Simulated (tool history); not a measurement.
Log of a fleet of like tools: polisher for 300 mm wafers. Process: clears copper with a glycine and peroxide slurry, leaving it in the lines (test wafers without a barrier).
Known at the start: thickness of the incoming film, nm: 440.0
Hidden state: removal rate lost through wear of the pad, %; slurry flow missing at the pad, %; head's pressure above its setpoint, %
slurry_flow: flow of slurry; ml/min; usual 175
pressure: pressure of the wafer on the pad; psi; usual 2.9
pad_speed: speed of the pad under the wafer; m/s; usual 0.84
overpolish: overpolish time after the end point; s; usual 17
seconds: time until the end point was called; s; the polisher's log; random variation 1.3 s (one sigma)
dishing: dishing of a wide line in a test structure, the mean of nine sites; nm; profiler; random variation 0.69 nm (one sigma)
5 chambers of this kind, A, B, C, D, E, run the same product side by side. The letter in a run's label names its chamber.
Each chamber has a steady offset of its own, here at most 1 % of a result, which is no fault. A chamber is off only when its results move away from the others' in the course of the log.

run,day,slurry_flow,pressure,pad_speed,overpolish,wafers polished on this pad,hours since the slurry nozzle was cleaned,hours since the head pressure was calibrated,seconds,dishing
# day 0.208: chamber E: worn pad replaced by a new one
1D,0.229,175,2.9,0.84,17,875,659.4,523.7,97.375,52.985
2E,0.442,175,2.9,0.84,17,38,202.7,1200.8,98.265,51.652
3A,0.750,175,2.9,0.84,17,711,152.4,123.8,98.499,53.673
# day 0.908: chamber B: worn pad replaced by a new one
4C,0.996,175,2.9,0.84,17,637,64.9,401.6,97.296,53.184
# day 1.033: chamber C: worn pad replaced by a new one
5B,1.404,175,2.9,0.84,17,80,147.2,545.8,97.257,53.611
6C,1.758,175,2.9,0.84,17,117,83.2,419.9,98.067,53.215
7D,2.029,175,2.9,0.84,17,1165,702.6,566.9,97.313,52.964
8B,2.412,175,2.9,0.84,22,242,171.4,570.0,98.139,66.161
9A,2.675,175,2.9,0.84,22,1021,198.6,170.0,99.902,65.632
# day 2.721: chamber D: worn pad replaced by a new one
10E,3.008,175,2.9,0.84,22,451,264.3,1262.4,94.974,65.612
11C,3.342,175,2.9,0.84,22,372,121.2,457.9,98.490,63.465
# day 3.454: chamber E: head pressure recalibrated
12A,3.579,175,2.9,0.84,22,1167,220.3,191.7,98.794,64.878
# day 3.721: chamber E: worn pad replaced by a new one
13B,4.038,175,2.9,0.84,17,504,210.4,609.0,97.185,53.669
14D,4.329,175,2.9,0.84,17,259,757.8,622.1,96.293,52.963
15E,4.633,175,2.9,0.84,17,147,303.3,28.4,99.380,52.922
16C,4.988,175,2.9,0.84,17,637,160.7,497.4,99.918,52.331
17D,5.233,175,2.9,0.84,17,405,779.5,643.8,98.604,53.416
# day 5.400: chamber C: worn pad replaced by a new one
18A,5.625,175,2.9,0.84,17,1497,269.4,240.8,98.558,51.383
19B,5.912,175,2.9,0.84,17,806,255.4,654.0,98.517,54.116
20E,6.296,150,2.9,0.84,23,415,343.2,68.3,101.020,66.458
21D,6.588,150,2.9,0.84,23,623,812.0,676.3,99.627,66.603
# day 6.850: chamber C: slurry nozzle cleaned
22C,6.900,150,2.9,0.84,23,242,1.2,543.3,100.990,66.295
23B,7.275,150,2.9,0.84,23,1026,288.1,686.7,102.220,66.855
24A,7.629,150,2.9,0.84,23,1820,317.5,288.9,103.460,64.640
# day 7.700: chamber D: slurry nozzle cleaned
25E,7.854,175,2.9,0.74,17,666,380.6,105.7,105.960,49.448
# day 7.958: chamber B: head pressure recalibrated
26C,8.125,175,2.9,0.74,17,439,30.6,572.7,107.820,47.856
# day 8.129: chamber E: worn pad replaced by a new one
27A,8.508,175,2.9,0.74,17,1962,338.6,310.0,108.910,47.220
28E,8.750,175,2.9,0.74,17,100,402.1,127.2,106.450,48.964
29B,8.971,175,2.9,0.74,17,1299,328.8,24.3,111.340,49.017
30D,9.283,175,2.9,0.84,17,1058,38.0,741.0,97.681,52.706
31A,9.721,205,2.9,0.84,17,2157,367.7,339.1,102.450,52.281
32B,10.042,205,2.9,0.84,17,1472,354.5,50.0,96.032,53.453
# day 10.375: chamber C: worn pad replaced by a new one
33D,10.379,205,2.9,0.84,17,1234,64.3,767.3,96.320,53.766
# day 10.525: chamber B: worn pad replaced by a new one
34E,10.754,205,2.9,0.84,17,423,450.2,175.3,95.590,53.942
35C,11.104,205,2.9,0.84,17,118,102.1,644.2,94.851,54.017
36D,11.350,175,1.9,0.84,17,1391,87.6,790.6,134.360,39.945
37B,11.592,175,1.9,0.84,17,172,391.7,87.2,134.370,39.602
38C,12.025,175,1.9,0.84,17,266,124.2,666.3,135.510,38.926
39E,12.250,175,1.9,0.84,17,664,486.1,211.2,135.070,38.988
40A,12.700,175,1.9,0.84,17,2637,439.2,410.6,145.800,36.759
41B,12.971,175,2.9,0.84,17,394,424.8,120.3,96.315,52.469
42A,13.371,175,2.9,0.84,21,2746,455.3,426.7,105.480,58.794

Next, every chamber runs the same settings. What will each give?
43A,13.700,175,3.9,0.84,17,,,,?,?
43B,13.700,175,3.9,0.84,17,,,,?,?
43C,13.700,175,3.9,0.84,17,,,,?,?
43D,13.700,175,3.9,0.84,17,,,,?,?
43E,13.700,175,3.9,0.84,17,,,,?,?

run,seconds,dishing
43A,83.783,61.862
43B,77.895,66.814
43C,75.922,65.271
43D,77.865,64.605
43E,77.894,66.095

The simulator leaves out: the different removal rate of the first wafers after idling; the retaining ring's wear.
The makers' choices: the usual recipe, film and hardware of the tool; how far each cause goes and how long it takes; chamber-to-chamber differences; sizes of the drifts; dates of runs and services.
